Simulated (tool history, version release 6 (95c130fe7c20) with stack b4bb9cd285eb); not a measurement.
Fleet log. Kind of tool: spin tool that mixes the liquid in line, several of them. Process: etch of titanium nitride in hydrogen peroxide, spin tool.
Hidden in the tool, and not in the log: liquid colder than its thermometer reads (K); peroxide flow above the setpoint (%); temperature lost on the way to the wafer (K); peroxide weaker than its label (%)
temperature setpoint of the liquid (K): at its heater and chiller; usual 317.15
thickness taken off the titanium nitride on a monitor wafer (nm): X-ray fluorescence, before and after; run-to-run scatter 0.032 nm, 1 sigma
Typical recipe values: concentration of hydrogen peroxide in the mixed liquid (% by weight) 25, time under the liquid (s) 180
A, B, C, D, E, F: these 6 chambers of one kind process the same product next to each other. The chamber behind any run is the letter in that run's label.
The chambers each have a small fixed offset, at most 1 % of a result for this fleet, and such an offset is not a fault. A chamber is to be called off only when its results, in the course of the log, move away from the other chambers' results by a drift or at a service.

| run | hour | temperature setpoint of the liquid (K) | concentration of hydrogen peroxide in the mixed liquid (% by weight) | time under the liquid (s) | hours since the thermometer was replaced | hours since the peroxide flow meter was replaced | hours since the heated supply line was repaired | hours since the drum of peroxide was connected | read-back film thickness of the titanium nitride reference wafer, read on the same gauge (nm) | thickness taken off the titanium nitride on a monitor wafer (nm) |
|---|---|---|---|---|---|---|---|---|---|---|
| 1D | 8.6 | 317.15 | 25 | 180 | 91.4 | 38.9 | 2051 | 192.5 | 120 | 3.0434 |
| 2C | 21 | 317.15 | 25 | 180 | 657.2 | 25.8 | 941.1 | 379.9 | 119.97 | 2.9523 |
| 3A | 31.5 | 317.15 | 25 | 180 | 98.1 | 509.7 | 2798.5 | 106.8 | 119.99 | 3.0314 |
| 4E | 42.4 | 317.15 | 25 | 180 | 576.9 | 62 | 1533.3 | 921.5 | 119.99 | 3.0349 |
| 5B | 54.1 | 317.15 | 25 | 180 | 1313 | 320.3 | 177.8 | 79.1 | 119.98 | 3.0604 |
| 6F | 60.4 | 317.15 | 25 | 180 | 197.3 | 126.6 | 1618.7 | 1032.9 | 119.99 | 3.0598 |
| 7B | 72.3 | 317.15 | 25 | 180 | 1331.2 | 338.5 | 196 | 97.3 | 119.99 | 3.0174 |
| 8C | 81 | 317.15 | 25 | 180 | 717.2 | 85.8 | 1001.1 | 439.9 | 119.99 | 2.9601 |
| 9A | 87.6 | 317.15 | 25 | 180 | 154.2 | 565.8 | 2854.6 | 162.9 | 119.99 | 2.9927 |
| 10D | 100 | 317.15 | 25 | 180 | 182.8 | 130.3 | 2142.4 | 283.9 | 120 | 3.053 |
| 11F | 107.8 | 317.15 | 25 | 180 | 244.7 | 174 | 1666.1 | 1080.3 | 119.99 | 3.0164 |
| 12E | 117.8 | 317.15 | 25 | 180 | 652.3 | 137.4 | 1608.7 | 996.9 | 120.01 | 3.0419 |
|  | 122 | chamber C: new drum of peroxide connected |
| 13B | 123.9 | 317.15 | 28 | 265 | 1382.8 | 390.1 | 247.6 | 148.9 | 120 | 4.5931 |
| 14F | 132.7 | 317.15 | 28 | 265 | 269.6 | 198.9 | 1691 | 1105.2 | 120.03 | 4.4679 |
| 15E | 138.9 | 317.15 | 28 | 265 | 673.4 | 158.5 | 1629.8 | 1018 | 120.01 | 4.6923 |
|  | 146 | chamber F: new drum of peroxide connected |
| 16C | 146.7 | 317.15 | 28 | 265 | 782.9 | 151.5 | 1066.8 | 24.8 | 120.02 | 4.5539 |
| 17A | 158.6 | 317.15 | 28 | 265 | 225.2 | 636.8 | 2925.6 | 233.9 | 119.99 | 4.6398 |
| 18D | 167.6 | 317.15 | 28 | 265 | 250.4 | 197.9 | 2210 | 351.5 | 119.99 | 4.5185 |
|  | 170.7 | chamber C: heated supply line repaired |
| 19A | 173.7 | 317.15 | 25 | 180 | 240.3 | 651.9 | 2940.7 | 249 | 119.99 | 3.0181 |
| 20D | 180.6 | 317.15 | 25 | 180 | 263.4 | 210.9 | 2223 | 364.5 | 119.98 | 3.0735 |
| 21F | 189.3 | 317.15 | 25 | 180 | 326.2 | 255.5 | 1747.6 | 43.4 | 119.99 | 3.061 |
| 22E | 202.6 | 317.15 | 25 | 180 | 737.1 | 222.2 | 1693.5 | 1081.7 | 119.97 | 3.056 |
| 23C | 216.3 | 317.15 | 20.5 | 180 | 852.5 | 221.1 | 45.7 | 94.4 | 119.99 | 2.9032 |
|  | 224.8 | chamber E: new drum of peroxide connected |
| 24B | 228.1 | 317.15 | 20.5 | 180 | 1487 | 494.3 | 351.8 | 253.1 | 120.03 | 2.9197 |
| 25E | 239.8 | 317.15 | 20.5 | 180 | 774.3 | 259.4 | 1730.7 | 15.1 | 120.02 | 2.8723 |
| 26B | 251.1 | 317.15 | 20.5 | 180 | 1510 | 517.3 | 374.8 | 276.1 | 119.99 | 2.8908 |
| 27D | 264 | 317.15 | 20.5 | 180 | 346.8 | 294.3 | 2306.4 | 447.9 | 120.01 | 2.8921 |
| 28C | 276.9 | 317.15 | 20.5 | 180 | 913.1 | 281.7 | 106.3 | 155 | 120.02 | 2.9291 |
| 29A | 288.5 | 317.15 | 25 | 180 | 355.1 | 766.7 | 3055.5 | 363.8 | 119.99 | 2.9943 |
|  | 294.1 | chamber D: heated supply line repaired |
| 30F | 302.1 | 317.15 | 25 | 180 | 439 | 368.3 | 1860.4 | 156.2 | 120 | 2.9898 |
| 31A | 313.4 | 317.15 | 25 | 180 | 380 | 791.6 | 3080.4 | 388.7 | 120 | 2.9889 |
| 32B | 321.4 | 317.15 | 25 | 180 | 1580.3 | 587.6 | 445.1 | 346.4 | 119.98 | 3.09 |
| 33F | 333.1 | 317.15 | 25 | 180 | 470 | 399.3 | 1891.4 | 187.2 | 119.99 | 3.0323 |
|  | 340.1 | chamber B: new drum of peroxide connected |
| 34C | 346 | 317.15 | 25 | 180 | 982.2 | 350.8 | 175.4 | 224.1 | 119.98 | 2.9874 |
| 35D | 359.5 | 317.15 | 25 | 180 | 442.3 | 389.8 | 65.4 | 543.4 | 120 | 2.9912 |
| 36E | 373.2 | 317.15 | 25 | 180 | 907.7 | 392.8 | 1864.1 | 148.5 | 120.01 | 2.8105 |
| 37F | 382.4 | 317.15 | 29 | 180 | 519.3 | 448.6 | 1940.7 | 236.5 | 120 | 3.0561 |
| 38A | 391.5 | 317.15 | 29 | 180 | 458.1 | 869.7 | 3158.5 | 466.8 | 120.02 | 3.1236 |
| 39B | 397.8 | 317.15 | 29 | 180 | 1656.7 | 664 | 521.5 | 57.7 | 120.01 | 3.1417 |
| 40E | 406.5 | 317.15 | 29 | 180 | 941 | 426.1 | 1897.4 | 181.8 | 120 | 2.9264 |
| 41D | 420.2 | 317.15 | 29 | 180 | 503 | 450.5 | 126.1 | 604.1 | 120.01 | 3.1478 |
| 42C | 427 | 317.15 | 29 | 180 | 1063.2 | 431.8 | 256.4 | 305.1 | 119.99 | 3.0492 |

One chamber off, gauge drift, or nothing amiss beyond the chambers' own small offsets? If it is a chamber, which one, and what is the likeliest cause?

One chamber, E, drifts off from the rest bit by bit.
What lies behind it: liquid colder than its thermometer reads (K) = 1.42.
With only this log, it may be confused with: temperature lost on the way to the wafer (K).

Below are 4 candidate recipes for chamber E's next run, each the usual settings with a change, their results shown as question marks. Which of them brings E's results back in line with what the other chambers give on the usual settings?
Allowed miss from the other chambers' usual-settings mean, per result, to count as in line: thickness taken off the titanium nitride on a monitor wafer (nm) 0.11
| 43E-1 | 436.9 | 317.15 | 25 | 185 |  |  |  |  |  | ? |
| 43E-2 | 436.9 | 317.15 | 25 | 195 |  |  |  |  |  | ? |
| 43E-3 | 436.9 | 317.15 | 17 | 180 |  |  |  |  |  | ? |
| 43E-4 | 436.9 | 317.15 | 23 | 180 |  |  |  |  |  | ? |

Mean of the other chambers on the usual settings: thickness taken off the titanium nitride on a monitor wafer (nm) 3.0245
| run | thickness taken off the titanium nitride on a monitor wafer (nm) |
|---|---|
| 43E-1 | 2.849 |
| 43E-2 | 3.003 |
| 43E-3 | 2.5545 |
| 43E-4 | 2.7227 |
Change 43E-2 lands the chamber within the allowed miss of the other chambers.
